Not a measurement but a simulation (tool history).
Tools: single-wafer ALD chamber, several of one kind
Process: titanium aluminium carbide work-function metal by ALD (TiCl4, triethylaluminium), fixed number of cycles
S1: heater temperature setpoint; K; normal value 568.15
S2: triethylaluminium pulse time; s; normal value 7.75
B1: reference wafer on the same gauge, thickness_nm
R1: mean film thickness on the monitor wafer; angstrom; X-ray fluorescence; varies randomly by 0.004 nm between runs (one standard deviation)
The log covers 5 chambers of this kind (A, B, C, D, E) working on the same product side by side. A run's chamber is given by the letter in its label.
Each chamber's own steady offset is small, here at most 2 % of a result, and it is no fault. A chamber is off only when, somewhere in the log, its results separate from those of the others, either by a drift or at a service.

Run 1A, hour 3.2: usual settings; B1 2.1705. Result: R1 18.913 angstrom.
Run 2E, hour 5.8: usual settings; B1 2.1702. Result: R1 18.911 angstrom.
Run 3D, hour 9.2: usual settings; B1 2.1700. Result: R1 18.631 angstrom.
Run 4C, hour 11.4: usual settings; B1 2.1681. Result: R1 18.675 angstrom.
Run 5B, hour 13.5: usual settings; B1 2.1700. Result: R1 19.085 angstrom.
Run 6B, hour 17.7: usual settings; B1 2.1699. Result: R1 19.159 angstrom.
Run 7E, hour 22.1: usual settings; B1 2.1698. Result: R1 18.945 angstrom.
Run 8C, hour 25.9: usual settings; B1 2.1683. Result: R1 18.813 angstrom.
Run 9D, hour 28.2: usual settings; B1 2.1711. Result: R1 18.614 angstrom.
Run 10A, hour 30.2: usual settings; B1 2.1707. Result: R1 18.802 angstrom.
Run 11A, hour 33.0: usual settings; B1 2.1709. Result: R1 18.892 angstrom.
Run 12C, hour 37.0: usual settings; B1 2.1694. Result: R1 18.793 angstrom.
Run 13D, hour 41.1: usual settings; B1 2.1698. Result: R1 18.662 angstrom.
Run 14E, hour 43.3: usual settings; B1 2.1698. Result: R1 18.988 angstrom.
Run 15B, hour 45.8: usual settings; B1 2.1705. Result: R1 19.072 angstrom.
Run 16C, hour 50.0: usual settings but S1 559.15 K; B1 2.1698. Result: R1 18.010 angstrom.
Run 17A, hour 52.7: usual settings but S1 559.15 K; B1 2.1701. Result: R1 18.185 angstrom.
Run 18B, hour 55.7: usual settings but S1 559.15 K; B1 2.1696. Result: R1 18.397 angstrom.
Run 19D, hour 59.9: usual settings but S1 559.15 K; B1 2.1711. Result: R1 17.901 angstrom.
Run 20E, hour 63.6: usual settings but S1 559.15 K; B1 2.1697. Result: R1 18.190 angstrom.
Run 21C, hour 67.8: usual settings; B1 2.1682. Result: R1 18.821 angstrom.
Run 22D, hour 71.8: usual settings; B1 2.1704. Result: R1 18.656 angstrom.
Run 23E, hour 76.2: usual settings; B1 2.1715. Result: R1 18.960 angstrom.
Run 24B, hour 80.1: usual settings but S1 558.15 K, S2 6.09 s; B1 2.1702. Result: R1 17.214 angstrom.
Run 25A, hour 83.4: usual settings but S1 558.15 K, S2 6.09 s; B1 2.1708. Result: R1 17.077 angstrom.
Run 26E, hour 86.6: usual settings but S1 558.15 K, S2 6.09 s; B1 2.1703. Result: R1 17.106 angstrom.
Run 27D, hour 89.7: usual settings but S1 558.15 K, S2 6.09 s; B1 2.1698. Result: R1 16.708 angstrom.
Run 28A, hour 93.1: usual settings but S1 558.15 K, S2 6.09 s; B1 2.1706. Result: R1 16.983 angstrom.
Run 29C, hour 96.2: usual settings; B1 2.1694. Result: R1 18.772 angstrom.
Run 30B, hour 99.2: usual settings; B1 2.1704. Result: R1 19.069 angstrom.
Run 31E, hour 101.4: usual settings; B1 2.1702. Result: R1 18.989 angstrom.
Run 32D, hour 103.5: usual settings; B1 2.1702. Result: R1 18.637 angstrom.
Run 33A, hour 107.2: usual settings; B1 2.1699. Result: R1 18.852 angstrom.
Run 34B, hour 111.4: usual settings; B1 2.1705. Result: R1 19.084 angstrom.
Run 35C, hour 115.6: usual settings; B1 2.1699. Result: R1 18.808 angstrom.
Run 36B, hour 119.7: usual settings; B1 2.1713. Result: R1 19.187 angstrom.
Run 37D, hour 124.2: usual settings but S2 5.50 s; B1 2.1693. Result: R1 16.974 angstrom.
Run 38E, hour 126.6: usual settings but S2 5.50 s; B1 2.1707. Result: R1 17.357 angstrom.

Read the log: is a single chamber off, either drifting away or since a service, is the gauge that measures every chamber drifting, or is nothing wrong beyond small per-chamber offsets? Name any odd chamber and what most likely caused it.

No chamber is off and the gauge is stable; the differences are just each chamber's small, constant offset.
